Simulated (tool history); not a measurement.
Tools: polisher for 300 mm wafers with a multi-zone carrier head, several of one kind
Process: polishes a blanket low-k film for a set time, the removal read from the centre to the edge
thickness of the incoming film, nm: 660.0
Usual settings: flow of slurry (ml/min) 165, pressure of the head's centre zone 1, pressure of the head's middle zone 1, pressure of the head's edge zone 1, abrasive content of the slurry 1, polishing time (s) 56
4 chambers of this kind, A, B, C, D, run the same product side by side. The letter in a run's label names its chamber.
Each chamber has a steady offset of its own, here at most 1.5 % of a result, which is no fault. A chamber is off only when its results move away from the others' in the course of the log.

| run | hour | flow of slurry (ml/min) | pressure of the head's centre zone | pressure of the head's middle zone | pressure of the head's edge zone | abrasive content of the slurry | polishing time (s) | wafers polished on this pad | hours since the slurry nozzle was cleaned | hours since the centre zone pressure was calibrated | hours since the edge zone pressure was calibrated | film removed at the wafer's centre (angstrom) | film removed at mid-radius (angstrom) | film removed at the wafer's edge (angstrom) |
|---|---|---|---|---|---|---|---|---|---|---|---|---|---|---|
| 1D | 2.9 | 165 | 1 | 1 | 1 | 1 | 56 | 382 | 446.9 | 207.3 | 1067.3 | 223.06 | 217.8 | 220.86 |
|  | 6.5 | chamber A: worn pad replaced by a new one |
| 2B | 7.4 | 165 | 1 | 1 | 1 | 1 | 56 | 162 | 39.7 | 158.2 | 248 | 221.81 | 221.67 | 222.82 |
| 3A | 10 | 165 | 1 | 1 | 1 | 1 | 56 | 23 | 180.3 | 658.7 | 751.4 | 219.99 | 222.76 | 216.95 |
| 4C | 12.6 | 165 | 1 | 1 | 1 | 1 | 56 | 688 | 224 | 450.2 | 376.7 | 219.5 | 222.82 | 223.16 |
| 5B | 17.7 | 165 | 1 | 1 | 1 | 1 | 56 | 231 | 50 | 168.5 | 258.3 | 218.2 | 219.15 | 222.61 |
| 6C | 20 | 165 | 1 | 1 | 1 | 1 | 56 | 738 | 231.4 | 457.6 | 384.1 | 220.93 | 221.13 | 225.41 |
| 7D | 23.9 | 165 | 1 | 1 | 1 | 1 | 56 | 524 | 467.9 | 228.3 | 1088.3 | 224.86 | 221.71 | 221.04 |
|  | 26.1 | chamber D: slurry nozzle cleaned |
| 8A | 28.2 | 165 | 1 | 1 | 1 | 1 | 56 | 146 | 198.5 | 676.9 | 769.6 | 220.49 | 221.82 | 221.68 |
| 9B | 31.8 | 165 | 1 | 1 | 1 | 1 | 56 | 327 | 64.1 | 182.6 | 272.4 | 219.52 | 220.2 | 222.95 |
|  | 35.7 | chamber D: worn pad replaced by a new one |
| 10A | 35.9 | 165 | 1 | 1 | 1 | 1 | 56 | 198 | 206.2 | 684.6 | 777.3 | 221.43 | 223.77 | 220.48 |
| 11D | 40.4 | 165 | 1 | 1 | 1 | 1 | 56 | 32 | 14.4 | 244.8 | 1104.8 | 221.81 | 220.55 | 220.99 |
| 12C | 44.6 | 165 | 1 | 1 | 1 | 1 | 56 | 904 | 256 | 482.2 | 408.7 | 222.14 | 218.96 | 223.23 |
| 13D | 49.2 | 165 | 1 | 1 | 1 | 1 | 56 | 91 | 23.2 | 253.6 | 1113.6 | 220.9 | 221.22 | 221.54 |
| 14A | 53.9 | 165 | 1 | 1 | 1 | 1 | 56 | 320 | 224.2 | 702.6 | 795.3 | 224.25 | 222.26 | 218.96 |
|  | 55.9 | chamber C: slurry nozzle cleaned |
| 15C | 58.5 | 165 | 1 | 1 | 1 | 1 | 56 | 998 | 2.6 | 496.1 | 422.6 | 218.74 | 220.16 | 218.07 |
|  | 62.4 | chamber C: worn pad replaced by a new one |
| 16B | 62.6 | 165 | 1 | 1 | 1 | 1 | 56 | 535 | 94.9 | 213.4 | 303.2 | 221.97 | 218.92 | 222.13 |
| 17A | 65.4 | 165 | 1 | 1 | 1 | 1 | 56 | 398 | 235.7 | 714.1 | 806.8 | 220.76 | 218.68 | 222.16 |
| 18B | 70.1 | 165 | 1 | 1 | 1 | 1 | 56 | 586 | 102.4 | 220.9 | 310.7 | 222.14 | 221.35 | 223.78 |
|  | 70.6 | chamber C: centre zone pressure recalibrated |
|  | 75.3 | chamber D: edge zone pressure recalibrated |
| 19C | 75.3 | 165 | 1 | 1 | 1 | 1 | 56 | 87 | 19.4 | 4.7 | 439.4 | 245.61 | 219.56 | 222.73 |
|  | 78.7 | chamber C: edge zone pressure recalibrated |
| 20D | 79.2 | 165 | 1 | 1 | 1 | 1 | 56 | 294 | 53.2 | 283.6 | 3.9 | 222.87 | 219.58 | 219.72 |
| 21B | 83 | 165 | 1 | 1 | 1 | 1 | 56 | 673 | 115.3 | 233.8 | 323.6 | 219.27 | 220.06 | 225.07 |
| 22C | 86.2 | 165 | 1 | 1 | 1 | 1 | 56 | 161 | 30.3 | 15.6 | 7.5 | 243.35 | 216.77 | 219.47 |
| 23D | 90.9 | 165 | 1 | 1 | 1 | 1 | 56 | 373 | 64.9 | 295.3 | 15.6 | 224.83 | 217.68 | 220.24 |
| 24A | 94.8 | 165 | 1 | 1 | 1 | 1 | 56 | 597 | 265.1 | 743.5 | 836.2 | 222.61 | 222.66 | 220.7 |
| 25D | 99.9 | 165 | 1 | 1 | 1 | 1 | 56 | 434 | 73.9 | 304.3 | 24.6 | 221.57 | 218.59 | 223.09 |
| 26B | 102.4 | 165 | 1 | 1 | 1 | 1 | 56 | 804 | 134.7 | 253.2 | 343 | 221.69 | 220.08 | 220.97 |
| 27C | 106.8 | 165 | 1 | 1 | 1 | 1 | 56 | 300 | 50.9 | 36.2 | 28.1 | 245.76 | 219.73 | 219.39 |
| 28A | 109.9 | 165 | 1 | 1 | 1 | 1 | 56 | 699 | 280.2 | 758.6 | 851.3 | 223.07 | 225.39 | 223.25 |
| 29C | 112.2 | 165 | 1 | 1 | 1 | 1 | 56 | 336 | 56.3 | 41.6 | 33.5 | 247.05 | 217.77 | 222.04 |
| 30A | 115.7 | 165 | 1 | 1 | 1 | 1 | 56 | 738 | 286 | 764.4 | 857.1 | 220.7 | 223 | 220.43 |
|  | 115.8 | chamber D: worn pad replaced by a new one |
| 31D | 120.7 | 165 | 1 | 1 | 1 | 1 | 56 | 33 | 94.7 | 325.1 | 45.4 | 222.99 | 217.57 | 221.69 |
| 32B | 124.6 | 165 | 1 | 1 | 1 | 1 | 56 | 954 | 156.9 | 275.4 | 365.2 | 220.7 | 219.59 | 218.87 |
| 33D | 128.8 | 165 | 1 | 1 | 1 | 1 | 56 | 88 | 102.8 | 333.2 | 53.5 | 222.11 | 218.46 | 222.54 |
| 34B | 131.9 | 165 | 1 | 1 | 1 | 1 | 56 | 1004 | 164.2 | 282.7 | 372.5 | 218.02 | 219.42 | 221.94 |
| 35C | 136.2 | 165 | 1 | 1 | 1 | 1 | 56 | 499 | 80.3 | 65.6 | 57.5 | 249.47 | 219.62 | 223.54 |
| 36A | 140.5 | 165 | 1 | 1 | 1 | 1 | 56 | 906 | 310.8 | 789.2 | 881.9 | 225.4 | 222.35 | 219.29 |
| 37A | 142.9 | 165 | 1.09 | 1 | 1 | 1 | 70 | 922 | 313.2 | 791.6 | 884.3 | 302.99 | 274.03 | 278.21 |
| 38B | 145.8 | 165 | 1.09 | 1 | 1 | 1 | 70 | 1098 | 178.1 | 296.6 | 386.4 | 303.92 | 278.82 | 277.39 |
| 39C | 151 | 165 | 1.09 | 1 | 1 | 1 | 70 | 599 | 95.1 | 80.4 | 72.3 | 337.18 | 272.6 | 278.19 |
| 40D | 154.1 | 165 | 1.09 | 1 | 1 | 1 | 70 | 259 | 128.1 | 358.5 | 78.8 | 306.29 | 274.35 | 277.93 |
| 41A | 158.7 | 165 | 1 | 1 | 1 | 1 | 56 | 1029 | 329 | 807.4 | 900.1 | 223.16 | 223.91 | 223.1 |
| 42B | 162 | 165 | 1 | 1 | 1 | 1 | 56 | 1207 | 194.3 | 312.8 | 402.6 | 222.4 | 220.81 | 218.46 |

Next, every chamber runs the same settings. What will each give?
| 43A | 165.8 | 165 | 1 | 1 | 1 | 1 | 56 |  |  |  |  | ? | ? | ? |
| 43B | 165.8 | 165 | 1 | 1 | 1 | 1 | 56 |  |  |  |  | ? | ? | ? |
| 43C | 165.8 | 165 | 1 | 1 | 1 | 1 | 56 |  |  |  |  | ? | ? | ? |
| 43D | 165.8 | 165 | 1 | 1 | 1 | 1 | 56 |  |  |  |  | ? | ? | ? |

| run | film removed at the wafer's centre (angstrom) | film removed at mid-radius (angstrom) | film removed at the wafer's edge (angstrom) |
|---|---|---|---|
| 43A | 220.82 | 223.36 | 219.1 |
| 43B | 218.96 | 221.15 | 216.39 |
| 43C | 242.82 | 221.5 | 218.11 |
| 43D | 227.12 | 219.59 | 219.28 |
